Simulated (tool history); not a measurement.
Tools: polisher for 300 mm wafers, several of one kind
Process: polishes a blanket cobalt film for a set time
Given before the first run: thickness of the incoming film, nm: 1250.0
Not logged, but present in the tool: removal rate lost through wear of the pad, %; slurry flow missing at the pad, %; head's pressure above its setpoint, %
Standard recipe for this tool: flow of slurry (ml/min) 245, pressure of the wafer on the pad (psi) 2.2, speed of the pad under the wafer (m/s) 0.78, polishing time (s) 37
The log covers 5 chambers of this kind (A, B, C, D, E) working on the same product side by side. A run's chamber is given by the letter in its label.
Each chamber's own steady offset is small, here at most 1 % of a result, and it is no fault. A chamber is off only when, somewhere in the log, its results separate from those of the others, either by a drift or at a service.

run	hour	flow of slurry (ml/min)	pressure of the wafer on the pad (psi)	speed of the pad under the wafer (m/s)	polishing time (s)	wafers polished on this pad	hours since the slurry nozzle was cleaned	hours since the head pressure was calibrated	film removed (Å)
# hour 0.5: chamber C: worn pad replaced by a new one
# hour 1.9: chamber A: worn pad replaced by a new one
1B	2.8	245	2.2	0.78	37	362	102	204.9	1586.2
2D	4.6	245	2.2	0.78	37	406	230.6	232.4	1568.1
3A	8.2	245	2.2	0.78	37	65	118.3	447.4	1598.2
4E	12	245	2.2	0.78	37	652	148.5	330.3	1567.3
5C	14.5	245	2.2	0.78	37	144	71.2	163.5	1566.2
6B	16.7	245	2.2	0.78	37	505	115.9	218.8	1576.2
7E	20	245	2.2	0.78	37	734	156.5	338.3	1562.3
8D	23.4	245	2.2	0.78	37	598	249.4	251.2	1562.2
9A	25.9	245	2.2	0.78	37	246	136	465.1	1591.8
10C	28	245	2.2	0.78	37	282	84.7	177	1576.1
11E	30.7	245	2.2	0.78	37	844	167.2	349	1573.8
12B	34.1	245	2.2	0.78	37	683	133.3	236.2	1579.4
13A	37.5	245	2.2	0.78	37	365	147.6	476.7	1581.3
14C	40.1	200	2.2	0.78	28	406	96.8	189.1	1150.3
15D	43.2	200	2.2	0.78	28	801	269.2	271	1168.3
16C	45.9	200	2.2	0.78	28	466	102.6	194.9	1147.6
17B	48.4	200	2.2	0.78	28	830	147.6	250.5	1141.9
18E	50.9	200	2.2	0.78	28	1051	187.4	369.2	1149.6
19A	54.8	245	2.2	0.9	43	543	164.9	494	2119.3
# hour 57.5: chamber E: worn pad replaced by a new one
20D	58.8	245	2.2	0.9	43	961	284.8	286.6	2084.7
# hour 60.3: chamber D: worn pad replaced by a new one
21B	61.3	245	2.2	0.9	43	962	160.5	263.4	2072
22C	64.2	245	2.2	0.9	43	653	120.9	213.2	2106.2
23A	67.3	245	2.2	0.9	43	671	177.4	506.5	2126.1
24D	69.2	245	2.2	0.78	37	92	295.2	297	1574.7
25E	71.5	245	2.2	0.78	37	144	208	389.8	1544.4
# hour 71.7: chamber E: slurry nozzle cleaned
26C	74.6	310	2.5	0.78	37	760	131.3	223.6	1831.3
27D	76.4	310	2.5	0.78	37	165	302.4	304.2	1825
# hour 79.4: chamber A: slurry nozzle cleaned
28A	79.7	310	2.5	0.78	37	798	0.3	518.9	1841.9
29B	82.6	310	2.5	0.78	37	1181	181.8	284.7	1739.3
30E	84.5	310	2.5	0.78	37	277	12.8	402.8	1826.4
31C	88.3	245	2.2	0.78	37	900	145	237.3	1568.9

Is one chamber out of step, is the gauge drifting, or do the chambers differ by no more than their own small offsets? For an off chamber, give its letter and the likeliest cause.

One chamber, B, drifts off from the rest bit by bit.
What lies behind it: removal rate lost through wear of the pad, % = 6.46.
It could be hard to tell apart here from: slurry flow missing at the pad, %; head's pressure below its setpoint, %.

Which of the 4 candidates below, each the usual settings with something changed and its results left as question marks, puts chamber B back in line with what the other chambers give on the usual settings?
In line means no further than this from the other chambers' mean on the usual settings: film removed (Å) 35
32B-1	91.3	245	2.2	0.78	35				?
32B-2	91.3	245	2.3	0.8	37				?
32B-3	91.3	245	2.2	0.78	36				?
32B-4	91.3	245	2.2	0.8	37				?

The mean the other chambers reach with the usual settings: film removed (Å) 1574
run	film removed (Å)
32B-1	1398.6
32B-2	1584.4
32B-3	1438.6
32B-4	1516.3
32B-2 brings the chamber back in line.
